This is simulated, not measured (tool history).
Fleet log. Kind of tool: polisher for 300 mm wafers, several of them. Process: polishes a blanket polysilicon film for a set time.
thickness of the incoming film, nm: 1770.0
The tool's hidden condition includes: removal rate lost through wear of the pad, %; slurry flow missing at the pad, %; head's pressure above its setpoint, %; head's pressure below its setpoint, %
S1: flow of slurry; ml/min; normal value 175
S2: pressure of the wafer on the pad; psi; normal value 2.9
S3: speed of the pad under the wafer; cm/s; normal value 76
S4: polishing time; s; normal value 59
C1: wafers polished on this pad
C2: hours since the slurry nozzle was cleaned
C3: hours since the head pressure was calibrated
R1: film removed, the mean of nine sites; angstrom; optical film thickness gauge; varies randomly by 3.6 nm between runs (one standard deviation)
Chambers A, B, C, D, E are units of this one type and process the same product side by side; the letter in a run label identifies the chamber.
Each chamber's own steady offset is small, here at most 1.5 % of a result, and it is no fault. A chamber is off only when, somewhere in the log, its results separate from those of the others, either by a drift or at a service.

run    day   S1   S2  S3  S4    C1     C2     C3      R1
 1B  0.329  175  2.9  76  59   715  374.7  629.0  4482.3
     0.442  -- chamber E: head pressure recalibrated
 2E  0.617  175  2.9  76  59   603  331.2    4.2  4570.3
     0.808  -- chamber E: slurry nozzle cleaned
 3C  0.867  175  2.9  76  59  1198  361.2  101.0  4557.7
 4A  1.042  175  2.9  76  59   589  299.9  249.5  4583.4
     1.333  -- chamber E: worn pad replaced by a new one
 5D  1.346  175  2.9  76  59   735  199.1  703.8  4527.4
     1.358  -- chamber D: worn pad replaced by a new one
     1.492  -- chamber A: worn pad replaced by a new one
 6C  1.642  175  2.9  76  59  1492  379.8  119.6  4610.6
 7D  1.808  175  2.9  76  59   170  210.2  714.9  4572.3
     1.917  -- chamber C: worn pad replaced by a new one
     2.021  -- chamber B: worn pad replaced by a new one
 8A  2.062  175  2.9  76  59   216  324.4  274.0  4531.8
 9E  2.425  175  2.9  76  59   415   38.8   47.6  4596.6
10B  2.600  175  2.9  76  59   220  429.2  683.5  4504.6
11B  2.767  175  2.9  76  59   283  433.2  687.5  4538.8
12D  2.971  125  2.9  76  77   611  238.1  742.8  5695.5
     3.225  -- chamber A: worn pad replaced by a new one
     3.229  -- chamber D: worn pad replaced by a new one
13E  3.300  125  2.9  76  77   747   59.8   68.6  5570.7
     3.392  -- chamber B: slurry nozzle cleaned
14C  3.671  125  2.9  76  77   665  428.5  168.3  5594.5
15A  4.004  125  2.9  76  77   296  371.0  320.6  5481.4
     4.071  -- chamber E: worn pad replaced by a new one
16D  4.238  125  2.9  76  77   383  268.5  773.2  5615.9
17E  4.475  175  2.9  76  59   154   88.0   96.8  4576.2
18C  4.733  175  2.9  76  59  1068  454.0  193.8  4583.4
     4.896  -- chamber D: worn pad replaced by a new one
19A  5.079  175  2.9  76  59   704  396.8  346.4  4513.8
     5.217  -- chamber A: worn pad replaced by a new one
     5.288  -- chamber B: worn pad replaced by a new one
20B  5.333  175  2.9  76  59    17   46.6  749.1  4555.5
21A  5.504  175  2.9  76  59   109  407.0  356.6  4521.5
     5.667  -- chamber C: worn pad replaced by a new one
     5.858  -- chamber D: slurry nozzle cleaned
22D  5.875  175  2.9  76  59   371    0.5  812.5  4540.0
     6.033  -- chamber B: head pressure recalibrated
23C  6.083  175  2.9  76  59   158  486.4  226.2  4558.7
24B  6.438  175  2.9  76  59   435   73.1    9.8  4183.3
     6.488  -- chamber E: worn pad replaced by a new one
25E  6.629  175  2.9  76  59    54  139.7  148.5  4578.3
26C  6.888  195  2.9  76  59   463  505.7  245.5  4579.4
     6.917  -- chamber D: worn pad replaced by a new one
27D  7.188  195  2.9  76  59   103   32.0  844.0  4719.0
     7.212  -- chamber A: worn pad replaced by a new one
28E  7.558  195  2.9  76  59   406  162.0  170.8  4571.3
29A  7.729  195  2.9  76  59   196  460.4  410.0  4625.3
30B  7.904  195  2.9  76  59   991  108.3   45.0  4279.8
31D  8.192  175  2.9  76  59   484   56.1  868.1  4576.3
     8.275  -- chamber A: head pressure recalibrated
32A  8.454  175  2.9  76  59   471  477.8    4.3  4520.3
33C  8.629  175  2.9  76  59  1124  547.5  287.3  4564.4
     8.875  -- chamber B: worn pad replaced by a new one
     8.883  -- chamber E: worn pad replaced by a new one
34B  8.942  135  2.9  76  59    26  133.2   69.9  3976.0
35E  9.275  135  2.9  76  59   149  203.2  212.0  4333.5

Does one chamber stand apart from the rest, does the shared gauge drift, or is all well apart from small per-chamber offsets? Give the chamber and the most likely cause, where there is one.

After it was serviced, chamber B no longer matches the other chambers.
Cause: head's pressure below its setpoint, % = 8.16.

Chamber B could run next with any of the 4 candidate recipes listed below; each alters the usual settings, and their results appear as question marks. Which one brings its results back in line with what the other chambers deliver on the usual settings?
Maximum distance from the other chambers' mean on the usual settings for a result to count as in line: R1 120.0 angstrom
36B-1  9.554  130  2.9  76  59               ?
36B-2  9.554  175  3.0  78  61               ?
36B-3  9.554  175  2.8  74  57               ?
36B-4  9.554  175  2.9  78  60               ?

The mean the other chambers reach with the usual settings: R1 4543.3 angstrom
  run      R1
36B-1  3946.8
36B-2  4563.6
36B-3  3775.4
36B-4  4338.2
36B-2 puts the chamber back in line with the other chambers.
